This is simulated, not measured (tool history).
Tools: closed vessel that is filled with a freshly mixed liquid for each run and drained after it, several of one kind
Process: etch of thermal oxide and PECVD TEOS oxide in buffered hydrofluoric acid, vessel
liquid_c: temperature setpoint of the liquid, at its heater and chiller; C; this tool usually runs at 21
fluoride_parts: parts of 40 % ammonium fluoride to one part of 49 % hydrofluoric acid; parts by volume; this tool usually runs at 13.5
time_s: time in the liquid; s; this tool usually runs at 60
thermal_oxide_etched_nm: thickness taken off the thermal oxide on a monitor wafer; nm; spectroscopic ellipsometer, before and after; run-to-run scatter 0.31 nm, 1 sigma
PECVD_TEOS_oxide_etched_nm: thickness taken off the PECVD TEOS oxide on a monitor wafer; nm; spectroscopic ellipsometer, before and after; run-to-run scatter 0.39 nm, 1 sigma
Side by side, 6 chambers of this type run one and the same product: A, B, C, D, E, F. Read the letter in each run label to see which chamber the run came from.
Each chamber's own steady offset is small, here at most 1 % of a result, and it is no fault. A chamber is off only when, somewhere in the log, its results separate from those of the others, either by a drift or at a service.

run	hour	liquid_c	fluoride_parts	time_s	read-back film thickness of the thermal oxide reference wafer, read on the same gauge (nm)	read-back film thickness of the PECVD TEOS oxide reference wafer, read on the same gauge (nm)	thermal_oxide_etched_nm	PECVD_TEOS_oxide_etched_nm
# hour 8.7: chamber D: thermometer replaced
1D	12.4	21	13.5	60	110	99.996	46.495	61.174
2A	18.3	21	13.5	60	110	100.02	46.583	60.684
3C	30.5	21	13.5	60	110	99.977	45.941	60.953
4F	37.6	21	13.5	60	110	99.981	46.224	61.454
5E	44.3	21	13.5	60	110.02	100	46.158	61.314
6B	50.3	21	13.5	60	110.01	100	45.944	61.316
7C	57.7	21	13.5	60	109.99	99.997	46.176	60.381
# hour 59.1: chamber C: thermometer replaced
8B	66.4	21	13.5	60	110	99.988	46.134	61.944
9E	74.7	17.5	13.5	60	109.98	99.988	37.786	50.21
10F	85.5	17.5	13.5	60	109.99	100.01	38.108	50.458
11D	92.4	17.5	13.5	60	109.99	99.984	38.083	50.176
12A	102.4	17.5	13.5	60	110.01	99.983	38.28	50.435
13F	108.8	17.5	13.5	60	110.01	100.01	38.288	50.041
14C	116.1	17.5	13.5	60	109.99	99.994	38.148	49.917
15B	125.6	21	13.5	60	110	99.993	45.545	61.756
16A	132.2	21	13.5	60	110.01	100.02	45.851	61.301
17D	143	18.5	17.5	60	109.99	99.993	31.013	41.195
18E	153.9	18.5	17.5	60	110.02	100	31.026	41.574
19C	161.4	18.5	17.5	60	109.99	99.962	31.278	41.454
20A	175	18.5	17.5	60	110	100.01	31.19	41.114
21D	184.2	18.5	17.5	60	110	100.02	31.228	41.01
22B	192.5	18.5	17.5	60	110.02	99.982	30.828	41.431
23F	203.7	21	13.5	60	110.01	99.983	46.208	61.801
24E	216.7	21	13.5	60	109.99	99.987	45.674	60.803
# hour 227: chamber A: thermometer replaced
25F	229.6	21	13.5	60	109.99	99.97	46.675	61.392
26D	241.4	21	13.5	60	110.02	100.03	46.175	62.001
27B	249.8	21	13.5	60	109.99	100.04	46.192	61.387
28C	257.8	21	13.5	60	110	99.997	46.537	61.133
29A	265.9	21	13.5	60	110	100	46.304	61.243
30E	271.8	21	13.5	60	110.02	99.981	45.898	60.373
31C	278	21	13.5	60	109.98	100.01	46.709	60.724
32F	286.7	21	13.5	60	109.99	99.995	46.204	61.817
# hour 291.3: chamber D: hydrofluoric acid flow meter replaced
33D	297.2	21	13.5	60	110.02	99.986	46.28	61.443
34A	303.3	21	13.5	60	110.02	99.975	46.16	61.03
35E	316.7	21	13.5	60	110.02	100.03	46.095	60.458
36B	322.7	21	13.5	60	110	100.01	45.835	61.174
37B	335.5	21	13.5	40	109.98	100.02	31.016	41.345
38A	345.8	21	13.5	40	110.02	99.982	30.668	40.878
39D	352.1	21	13.5	40	109.99	99.976	30.851	40.779
40C	359.6	21	13.5	40	110	100.03	31.075	40.553
41E	368.5	21	13.5	40	110.02	99.99	30.436	40.903

Predict what each chamber gives when all 6 of them run the settings below next.
42A	378.3	21	13.5	40			?	?
42B	378.3	21	13.5	40			?	?
42C	378.3	21	13.5	40			?	?
42D	378.3	21	13.5	40			?	?
42E	378.3	21	13.5	40			?	?
42F	378.3	21	13.5	40			?	?

run	thermal_oxide_etched_nm	PECVD_TEOS_oxide_etched_nm
42A	31.006	41.159
42B	30.98	40.427
42C	31.346	40.915
42D	31.235	41.049
42E	30.692	40.844
42F	30.871	40.915
